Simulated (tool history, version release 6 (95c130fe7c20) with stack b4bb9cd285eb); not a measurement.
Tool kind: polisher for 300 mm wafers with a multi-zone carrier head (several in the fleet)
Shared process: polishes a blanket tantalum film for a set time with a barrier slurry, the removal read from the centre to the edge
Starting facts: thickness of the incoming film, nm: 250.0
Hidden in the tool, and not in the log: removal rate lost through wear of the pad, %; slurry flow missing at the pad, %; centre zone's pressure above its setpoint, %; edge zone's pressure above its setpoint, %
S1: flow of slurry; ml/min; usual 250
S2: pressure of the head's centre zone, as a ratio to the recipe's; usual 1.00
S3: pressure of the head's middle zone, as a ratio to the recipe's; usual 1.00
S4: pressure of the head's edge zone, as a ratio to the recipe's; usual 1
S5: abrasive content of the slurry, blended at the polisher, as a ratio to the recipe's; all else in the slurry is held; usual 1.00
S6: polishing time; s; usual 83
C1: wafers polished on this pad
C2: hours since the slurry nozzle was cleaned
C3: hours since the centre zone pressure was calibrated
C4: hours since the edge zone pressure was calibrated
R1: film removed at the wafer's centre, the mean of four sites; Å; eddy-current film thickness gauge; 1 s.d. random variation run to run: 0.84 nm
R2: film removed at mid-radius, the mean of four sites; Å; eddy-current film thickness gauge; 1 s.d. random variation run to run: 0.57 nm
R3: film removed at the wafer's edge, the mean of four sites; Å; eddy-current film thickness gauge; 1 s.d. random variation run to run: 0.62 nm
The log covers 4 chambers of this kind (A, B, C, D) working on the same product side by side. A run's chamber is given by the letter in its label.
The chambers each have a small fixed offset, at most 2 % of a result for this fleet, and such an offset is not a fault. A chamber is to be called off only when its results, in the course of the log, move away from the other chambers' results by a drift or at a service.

Run 1A, hour 3.6: usual settings; C1 251; C2 229.0; C3 294.0; C4 405.7. Result: R1 725.88 Å, R2 720.29 Å, R3 722.68 Å.
Run 2B, hour 7.6: usual settings; C1 198; C2 400.4; C3 317.6; C4 1019.6. Result: R1 730.99 Å, R2 726.37 Å, R3 717.77 Å.
Run 3D, hour 12.7: usual settings; C1 413; C2 382.2; C3 177.1; C4 671.9. Result: R1 728.95 Å, R2 725.98 Å, R3 692.48 Å.
Run 4C, hour 17.6: usual settings; C1 624; C2 359.6; C3 482.7; C4 231.0. Result: R1 719.81 Å, R2 719.10 Å, R3 714.45 Å.
Run 5D, hour 21.2: usual settings; C1 516; C2 390.7; C3 185.6; C4 680.4. Result: R1 724.29 Å, R2 719.73 Å, R3 709.14 Å.
Run 6B, hour 25.5: usual settings; C1 416; C2 418.3; C3 335.5; C4 1037.5. Result: R1 734.25 Å, R2 724.10 Å, R3 711.12 Å.
Run 7A, hour 29.1: usual settings but S2 1.06, S3 1.06; C1 561; C2 254.5; C3 319.5; C4 431.2. Result: R1 778.54 Å, R2 761.84 Å, R3 722.83 Å.
At hour 32.3: chamber B: worn pad replaced by a new one.
Run 8C, hour 33.4: usual settings but S2 1.06, S3 1.06; C1 816; C2 375.4; C3 498.5; C4 246.8. Result: R1 775.67 Å, R2 760.84 Å, R3 712.47 Å.
Run 9D, hour 37.2: usual settings but S2 1.06, S3 1.06; C1 710; C2 406.7; C3 201.6; C4 696.4. Result: R1 772.33 Å, R2 754.90 Å, R3 708.20 Å.
At hour 39.5: chamber D: worn pad replaced by a new one.
Run 10B, hour 39.7: usual settings but S2 1.06, S3 1.06; C1 90; C2 432.5; C3 349.7; C4 1051.7. Result: R1 776.53 Å, R2 759.86 Å, R3 723.55 Å.
At hour 42.8: chamber B: centre zone pressure recalibrated.
Run 11A, hour 44.3: usual settings; C1 746; C2 269.7; C3 334.7; C4 446.4. Result: R1 730.09 Å, R2 709.11 Å, R3 716.50 Å.
Run 12C, hour 49.4: usual settings; C1 1011; C2 391.4; C3 514.5; C4 262.8. Result: R1 721.62 Å, R2 726.96 Å, R3 710.19 Å.
Run 13C, hour 53.8: usual settings; C1 1064; C2 395.8; C3 518.9; C4 267.2. Result: R1 725.33 Å, R2 714.12 Å, R3 720.27 Å.
At hour 54.4: chamber C: worn pad replaced by a new one.
Run 14A, hour 58.6: usual settings; C1 920; C2 284.0; C3 349.0; C4 460.7. Result: R1 723.55 Å, R2 718.30 Å, R3 714.41 Å.
Run 15D, hour 62.3: usual settings; C1 277; C2 431.8; C3 226.7; C4 721.5. Result: R1 711.56 Å, R2 727.33 Å, R3 714.80 Å.
Run 16B, hour 66.0: usual settings; C1 409; C2 458.8; C3 23.3; C4 1078.0. Result: R1 734.13 Å, R2 713.50 Å, R3 712.23 Å.
Run 17B, hour 69.5: usual settings; C1 452; C2 462.3; C3 26.8; C4 1081.5. Result: R1 712.41 Å, R2 718.57 Å, R3 710.35 Å.
Run 18A, hour 73.0: usual settings; C1 1094; C2 298.4; C3 363.4; C4 475.1. Result: R1 716.92 Å, R2 718.75 Å, R3 717.32 Å.
At hour 74.3: chamber B: worn pad replaced by a new one.
Run 19C, hour 77.6: usual settings; C1 283; C2 419.6; C3 542.7; C4 291.0. Result: R1 711.76 Å, R2 723.79 Å, R3 712.24 Å.
At hour 77.8: chamber C: centre zone pressure recalibrated.
Run 20D, hour 80.5: usual settings but S3 0.95; C1 498; C2 450.0; C3 244.9; C4 739.7. Result: R1 723.07 Å, R2 685.97 Å, R3 700.98 Å.
Run 21A, hour 82.8: usual settings but S3 0.95; C1 1214; C2 308.2; C3 373.2; C4 484.9. Result: R1 723.03 Å, R2 689.37 Å, R3 720.03 Å.
At hour 85.2: chamber A: worn pad replaced by a new one.
Run 22D, hour 85.8: usual settings but S3 0.95; C1 562; C2 455.3; C3 250.2; C4 745.0. Result: R1 718.38 Å, R2 678.48 Å, R3 716.32 Å.
Run 23B, hour 89.6: usual settings but S3 0.95; C1 186; C2 482.4; C3 46.9; C4 1101.6. Result: R1 713.19 Å, R2 689.85 Å, R3 722.50 Å.
Run 24C, hour 92.6: usual settings; C1 465; C2 434.6; C3 14.9; C4 306.0. Result: R1 780.37 Å, R2 717.27 Å, R3 718.88 Å.
Run 25C, hour 97.7: usual settings; C1 527; C2 439.7; C3 20.0; C4 311.1. Result: R1 797.28 Å, R2 719.79 Å, R3 714.66 Å.
At hour 101.1: chamber B: slurry nozzle cleaned.
Run 26B, hour 102.5: usual settings; C1 342; C2 1.5; C3 59.8; C4 1114.5. Result: R1 716.07 Å, R2 731.82 Å, R3 713.67 Å.
Run 27A, hour 107.1: usual settings; C1 266; C2 332.5; C3 397.5; C4 509.2. Result: R1 715.89 Å, R2 706.86 Å, R3 717.45 Å.
Run 28D, hour 110.1: usual settings; C1 858; C2 479.6; C3 274.5; C4 769.3. Result: R1 719.88 Å, R2 713.37 Å, R3 711.24 Å.
At hour 111.7: chamber D: worn pad replaced by a new one.
Run 29C, hour 114.0: usual settings; C1 725; C2 456.0; C3 36.3; C4 327.4. Result: R1 784.79 Å, R2 708.51 Å, R3 713.17 Å.
At hour 115.7: chamber C: slurry nozzle cleaned.
Run 30D, hour 117.3: usual settings but S5 0.85, S6 108 s; C1 68; C2 486.8; C3 281.7; C4 776.5. Result: R1 894.85 Å, R2 890.70 Å, R3 872.27 Å.
Run 31B, hour 122.2: usual settings but S5 0.85, S6 108 s; C1 582; C2 21.2; C3 79.5; C4 1134.2. Result: R1 909.52 Å, R2 890.79 Å, R3 906.09 Å.
At hour 122.4: chamber B: worn pad replaced by a new one.
Run 32A, hour 126.6: usual settings but S5 0.85, S6 108 s; C1 503; C2 352.0; C3 417.0; C4 528.7. Result: R1 885.67 Å, R2 884.44 Å, R3 905.50 Å.
Run 33B, hour 129.7: usual settings but S5 0.85, S6 108 s; C1 88; C2 28.7; C3 87.0; C4 1141.7. Result: R1 896.92 Å, R2 893.82 Å, R3 887.31 Å.
Run 34A, hour 132.6: usual settings; C1 575; C2 358.0; C3 423.0; C4 534.7. Result: R1 729.90 Å, R2 708.20 Å, R3 723.63 Å.
Run 35C, hour 135.5: usual settings; C1 986; C2 19.8; C3 57.8; C4 348.9. Result: R1 795.86 Å, R2 714.37 Å, R3 709.80 Å.
Run 36D, hour 138.2: usual settings but S1 180 ml/min, S2 1.05; C1 322; C2 507.7; C3 302.6; C4 797.4. Result: R1 714.92 Å, R2 700.74 Å, R3 676.89 Å.
Run 37A, hour 141.8: usual settings but S1 180 ml/min, S2 1.05; C1 687; C2 367.2; C3 432.2; C4 543.9. Result: R1 719.56 Å, R2 676.37 Å, R3 681.81 Å.
Run 38C, hour 145.5: usual settings but S1 180 ml/min, S2 1.05; C1 1108; C2 29.8; C3 67.8; C4 358.9. Result: R1 804.99 Å, R2 693.27 Å, R3 684.13 Å.
Run 39B, hour 149.5: usual settings but S1 180 ml/min, S2 1.05; C1 329; C2 48.5; C3 106.8; C4 1161.5. Result: R1 714.38 Å, R2 696.03 Å, R3 690.18 Å.
Run 40D, hour 154.2: usual settings; C1 517; C2 523.7; C3 318.6; C4 813.4. Result: R1 727.52 Å, R2 708.80 Å, R3 701.52 Å.
Run 41B, hour 158.7: usual settings; C1 441; C2 57.7; C3 116.0; C4 1170.7. Result: R1 714.31 Å, R2 724.06 Å, R3 717.89 Å.
Run 42C, hour 162.5: usual settings; C1 1314; C2 46.8; C3 84.8; C4 375.9. Result: R1 792.74 Å, R2 718.23 Å, R3 719.71 Å.
Run 43A, hour 167.0: usual settings; C1 993; C2 392.4; C3 457.4; C4 569.1. Result: R1 723.76 Å, R2 722.53 Å, R3 726.49 Å.

Next, all 4 chambers run the settings below, one line each with question marks for the results. What does each chamber give?
Run 44A, hour 170.8: usual settings. Result: R1 ?, R2 ?, R3 ?.
Run 44B, hour 170.8: usual settings. Result: R1 ?, R2 ?, R3 ?.
Run 44C, hour 170.8: usual settings. Result: R1 ?, R2 ?, R3 ?.
Run 44D, hour 170.8: usual settings. Result: R1 ?, R2 ?, R3 ?.

run      R1      R2      R3
44A  730.75  725.30  722.28
44B  740.31  727.78  723.83
44C  776.45  729.12  714.12
44D  719.45  712.00  707.95
